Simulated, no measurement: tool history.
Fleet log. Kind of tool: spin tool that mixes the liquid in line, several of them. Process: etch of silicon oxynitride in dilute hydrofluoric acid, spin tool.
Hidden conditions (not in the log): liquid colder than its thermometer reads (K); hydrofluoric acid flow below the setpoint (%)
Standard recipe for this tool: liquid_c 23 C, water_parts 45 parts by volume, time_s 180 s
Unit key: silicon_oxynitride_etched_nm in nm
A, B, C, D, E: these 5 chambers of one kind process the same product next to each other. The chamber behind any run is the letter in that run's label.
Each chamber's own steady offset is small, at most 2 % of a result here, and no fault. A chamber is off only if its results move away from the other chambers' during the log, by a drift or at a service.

run,day,liquid_c,water_parts,time_s,hours since the thermometer was replaced,hours since the hydrofluoric acid flow meter was replaced,"read-back film thickness of the silicon oxynitride reference wafer, read on the same gauge (nm)",silicon_oxynitride_etched_nm
1D,0.571,23,45,180,260.2,486.1,99.986,5.7323
2E,1.138,23,45,180,1995.3,233.2,100.010,5.7220
3B,1.417,23,45,180,1345.3,537.0,100.010,5.6291
4C,1.700,23,45,180,1054.1,1270.3,99.975,5.8214
5A,1.954,23,45,180,698.6,864.8,99.992,5.7789
6D,2.254,23,45,180,300.6,526.5,100.000,5.7239
7A,2.538,23,45,180,712.6,878.8,99.990,5.7717
8C,2.854,23,45,180,1081.8,1298.0,99.993,5.8451
9E,3.300,23,45,180,2047.2,285.1,99.982,5.7566
10B,3.575,23,45,180,1397.1,588.8,100.020,5.6849
11E,4.017,23,45,180,2064.4,302.3,99.985,5.7806
12A,4.592,23,45,180,761.9,928.1,99.986,5.7635
13B,4.867,23,45,180,1428.1,619.8,99.966,5.7191
14C,5.150,23,45,180,1136.9,1353.1,99.999,5.7900
15D,5.621,23,60,235,381.4,607.3,100.000,5.4100
16C,5.883,23,60,235,1154.5,1370.7,99.982,5.6419
17E,6.288,23,60,235,2118.9,356.8,100.030,5.5899
18D,6.667,23,60,235,406.5,632.4,100.010,5.4828
19A,7.175,23,60,235,823.9,990.1,99.979,5.5445
20B,7.542,23,45,180,1492.3,684.0,100.000,5.7395
21B,7.988,23,45,180,1503.0,694.7,99.973,5.7031
22D,8.500,23,45,180,450.5,676.4,99.977,5.5836
23A,8.812,23,45,180,863.2,1029.4,99.996,5.7929
24C,9.371,23,45,180,1238.2,1454.4,100.030,5.8836
# day 9.512: chamber A: thermometer replaced
25E,9.696,23,45,180,2200.7,438.6,99.985,5.7725
26E,10.188,23,45,180,2212.5,450.4,99.964,5.6916
27C,10.542,23,45,180,1266.3,1482.5,99.996,5.7542
28B,10.971,23,45,180,1574.6,766.3,100.050,5.6848
29D,11.358,23,45,180,519.1,745.0,100.020,5.4849
30A,11.888,23,45,180,57.1,1103.2,100.030,5.7233
31B,12.292,23,45,180,1606.3,798.0,100.050,5.7006
32C,12.858,19,45,180,1321.9,1538.1,100.040,4.7384
33A,13.388,19,45,180,93.1,1139.2,99.986,4.6562
34D,13.825,19,45,180,578.3,804.2,99.986,4.3277
35E,14.388,19,45,180,2313.3,551.2,99.998,4.6298
36A,14.775,19,45,180,126.4,1172.5,100.000,4.7069

One chamber off, gauge drift, or nothing amiss beyond the chambers' own small offsets? If it is a chamber, which one, and what is the likeliest cause?

Little by little, chamber D moves away from the other chambers.
Likeliest cause: liquid colder than its thermometer reads (K) = 1.82.
The log may not separate it from: hydrofluoric acid flow below the setpoint (%).

Chamber D could run next with any of the 4 candidate recipes listed below; each alters the usual settings, and their results appear as question marks. Which one brings its results back in line with what the other chambers deliver on the usual settings?
To be in line, a result may differ from the other chambers' mean on the usual settings by at most: silicon_oxynitride_etched_nm 0.1400 nm
37D-1,15.192,25,45,180,,,,?
37D-2,15.192,24,45,180,,,,?
37D-3,15.192,21,45,180,,,,?
37D-4,15.192,22,45,180,,,,?

What the other chambers average on the usual settings: silicon_oxynitride_etched_nm 5.7503 nm
run,silicon_oxynitride_etched_nm
37D-1,5.7867
37D-2,5.5102
37D-3,4.7518
37D-4,4.9933
The answer is 37D-1, which returns the chamber to within the allowed miss of the others.
